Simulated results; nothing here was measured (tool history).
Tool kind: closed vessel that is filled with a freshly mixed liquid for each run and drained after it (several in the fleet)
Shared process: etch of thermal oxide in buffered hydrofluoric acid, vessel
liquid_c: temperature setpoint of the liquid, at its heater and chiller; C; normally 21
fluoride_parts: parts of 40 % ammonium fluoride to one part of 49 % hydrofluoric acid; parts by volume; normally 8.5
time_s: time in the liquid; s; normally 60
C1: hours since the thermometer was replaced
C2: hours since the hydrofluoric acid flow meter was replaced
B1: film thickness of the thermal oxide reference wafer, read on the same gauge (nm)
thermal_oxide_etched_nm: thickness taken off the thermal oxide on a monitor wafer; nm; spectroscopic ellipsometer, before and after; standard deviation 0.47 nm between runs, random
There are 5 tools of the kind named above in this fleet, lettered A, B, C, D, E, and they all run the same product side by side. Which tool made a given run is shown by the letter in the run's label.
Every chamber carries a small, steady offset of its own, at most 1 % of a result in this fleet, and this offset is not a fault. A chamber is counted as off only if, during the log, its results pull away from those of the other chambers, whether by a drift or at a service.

Run 1E, hour 7: usual settings; C1 482; C2 859.8; B1 60.02. Result: thermal_oxide_etched_nm 66.217 nm.
Run 2C, hour 15.4: usual settings; C1 159.3; C2 1931.1; B1 60. Result: thermal_oxide_etched_nm 65.956 nm.
At hour 19.6: chamber C: hydrofluoric acid flow meter replaced.
Run 3B, hour 24.5: usual settings; C1 326.7; C2 320.9; B1 60.058. Result: thermal_oxide_etched_nm 67.12 nm.
At hour 25: chamber D: hydrofluoric acid flow meter replaced.
Run 4A, hour 34.5: usual settings; C1 334.7; C2 985.9; B1 59.975. Result: thermal_oxide_etched_nm 66.207 nm.
Run 5D, hour 44.3: usual settings; C1 174.9; C2 19.4; B1 60.003. Result: thermal_oxide_etched_nm 65.744 nm.
Run 6C, hour 49: usual settings; C1 192.9; C2 29.4; B1 60.034. Result: thermal_oxide_etched_nm 66.126 nm.
Run 7E, hour 54.8: usual settings; C1 529.8; C2 907.6; B1 59.988. Result: thermal_oxide_etched_nm 66.989 nm.
Run 8A, hour 64.2: usual settings but fluoride_parts 7 parts by volume, time_s 80 s; C1 364.4; C2 1015.6; B1 59.986. Result: thermal_oxide_etched_nm 109.18 nm.
Run 9B, hour 74.2: usual settings but fluoride_parts 7 parts by volume, time_s 80 s; C1 376.4; C2 370.6; B1 59.969. Result: thermal_oxide_etched_nm 110.55 nm.
Run 10D, hour 80.1: usual settings but fluoride_parts 7 parts by volume, time_s 80 s; C1 210.7; C2 55.2; B1 60.002. Result: thermal_oxide_etched_nm 108.64 nm.
Run 11A, hour 85.5: usual settings but fluoride_parts 7 parts by volume, time_s 80 s; C1 385.7; C2 1036.9; B1 59.987. Result: thermal_oxide_etched_nm 110.92 nm.
Run 12B, hour 94.2: usual settings but fluoride_parts 7 parts by volume, time_s 80 s; C1 396.4; C2 390.6; B1 60.014. Result: thermal_oxide_etched_nm 110.81 nm.
Run 13E, hour 99.6: usual settings but time_s 80 s; C1 574.6; C2 952.4; B1 59.983. Result: thermal_oxide_etched_nm 88.391 nm.
Run 14D, hour 107.5: usual settings but time_s 80 s; C1 238.1; C2 82.6; B1 59.994. Result: thermal_oxide_etched_nm 87.842 nm.
Run 15C, hour 116.2: usual settings but time_s 80 s; C1 260.1; C2 96.6; B1 60.02. Result: thermal_oxide_etched_nm 87.672 nm.
Run 16C, hour 123.3: usual settings but time_s 80 s; C1 267.2; C2 103.7; B1 59.997. Result: thermal_oxide_etched_nm 89.673 nm.
Run 17E, hour 130.4: usual settings but time_s 80 s; C1 605.4; C2 983.2; B1 60. Result: thermal_oxide_etched_nm 88.382 nm.
Run 18D, hour 135.1: usual settings but fluoride_parts 5.5 parts by volume, time_s 80 s; C1 265.7; C2 110.2; B1 59.995. Result: thermal_oxide_etched_nm 133.94 nm.
Run 19B, hour 144.1: usual settings but fluoride_parts 5.5 parts by volume, time_s 80 s; C1 446.3; C2 440.5; B1 59.982. Result: thermal_oxide_etched_nm 136.36 nm.
Run 20A, hour 148.7: usual settings but fluoride_parts 5.5 parts by volume, time_s 80 s; C1 448.9; C2 1100.1; B1 60.003. Result: thermal_oxide_etched_nm 133.61 nm.
Run 21A, hour 157.5: usual settings but fluoride_parts 5.5 parts by volume, time_s 80 s; C1 457.7; C2 1108.9; B1 59.993. Result: thermal_oxide_etched_nm 136.13 nm.
Run 22E, hour 161.9: usual settings but fluoride_parts 5.5 parts by volume, time_s 80 s; C1 636.9; C2 1014.7; B1 60.055. Result: thermal_oxide_etched_nm 133.72 nm.
At hour 162.2: chamber E: thermometer replaced.
Run 23C, hour 170.9: usual settings; C1 314.8; C2 151.3; B1 60.005. Result: thermal_oxide_etched_nm 66.021 nm.
Run 24B, hour 176: usual settings but liquid_c 23 C, time_s 30 s; C1 478.2; C2 472.4; B1 60.013. Result: thermal_oxide_etched_nm 37.262 nm.
Run 25D, hour 185.3: usual settings but liquid_c 23 C, time_s 30 s; C1 315.9; C2 160.4; B1 59.995. Result: thermal_oxide_etched_nm 36.813 nm.
Run 26B, hour 194.9: usual settings but liquid_c 23 C, time_s 30 s; C1 497.1; C2 491.3; B1 59.95. Result: thermal_oxide_etched_nm 37.377 nm.
Run 27E, hour 204.7: usual settings but liquid_c 23 C, time_s 30 s; C1 42.5; C2 1057.5; B1 60.005. Result: thermal_oxide_etched_nm 37.042 nm.
At hour 209.3: chamber A: hydrofluoric acid flow meter replaced.
Run 28C, hour 213.8: usual settings but liquid_c 23 C, time_s 30 s; C1 357.7; C2 194.2; B1 60.013. Result: thermal_oxide_etched_nm 37.169 nm.
Run 29D, hour 223.1: usual settings; C1 353.7; C2 198.2; B1 60.029. Result: thermal_oxide_etched_nm 65.552 nm.
Run 30A, hour 227.8: usual settings; C1 528; C2 18.5; B1 59.98. Result: thermal_oxide_etched_nm 66.54 nm.
Run 31E, hour 236: usual settings; C1 73.8; C2 1088.8; B1 60.01. Result: thermal_oxide_etched_nm 66.403 nm.
Run 32C, hour 245.3: usual settings; C1 389.2; C2 225.7; B1 59.982. Result: thermal_oxide_etched_nm 66.258 nm.
Run 33B, hour 251.3: usual settings; C1 553.5; C2 547.7; B1 60.017. Result: thermal_oxide_etched_nm 67.718 nm.
Run 34D, hour 260.5: usual settings; C1 391.1; C2 235.6; B1 59.976. Result: thermal_oxide_etched_nm 66.353 nm.
Run 35A, hour 269.2: usual settings; C1 569.4; C2 59.9; B1 59.991. Result: thermal_oxide_etched_nm 67.203 nm.
Run 36C, hour 275: usual settings; C1 418.9; C2 255.4; B1 60.031. Result: thermal_oxide_etched_nm 66.148 nm.
Run 37D, hour 279.5: usual settings but liquid_c 18 C, fluoride_parts 11.5 parts by volume; C1 410.1; C2 254.6; B1 59.974. Result: thermal_oxide_etched_nm 43.095 nm.

Decide between three cases: one chamber stands off from its peers, the gauge reading all wafers drifts, or nothing is wrong past each chamber's small offset. Where a chamber is off, say which and what most likely put it there.

Nothing is wrong: each chamber keeps only its own small, steady offset and the gauge holds still.

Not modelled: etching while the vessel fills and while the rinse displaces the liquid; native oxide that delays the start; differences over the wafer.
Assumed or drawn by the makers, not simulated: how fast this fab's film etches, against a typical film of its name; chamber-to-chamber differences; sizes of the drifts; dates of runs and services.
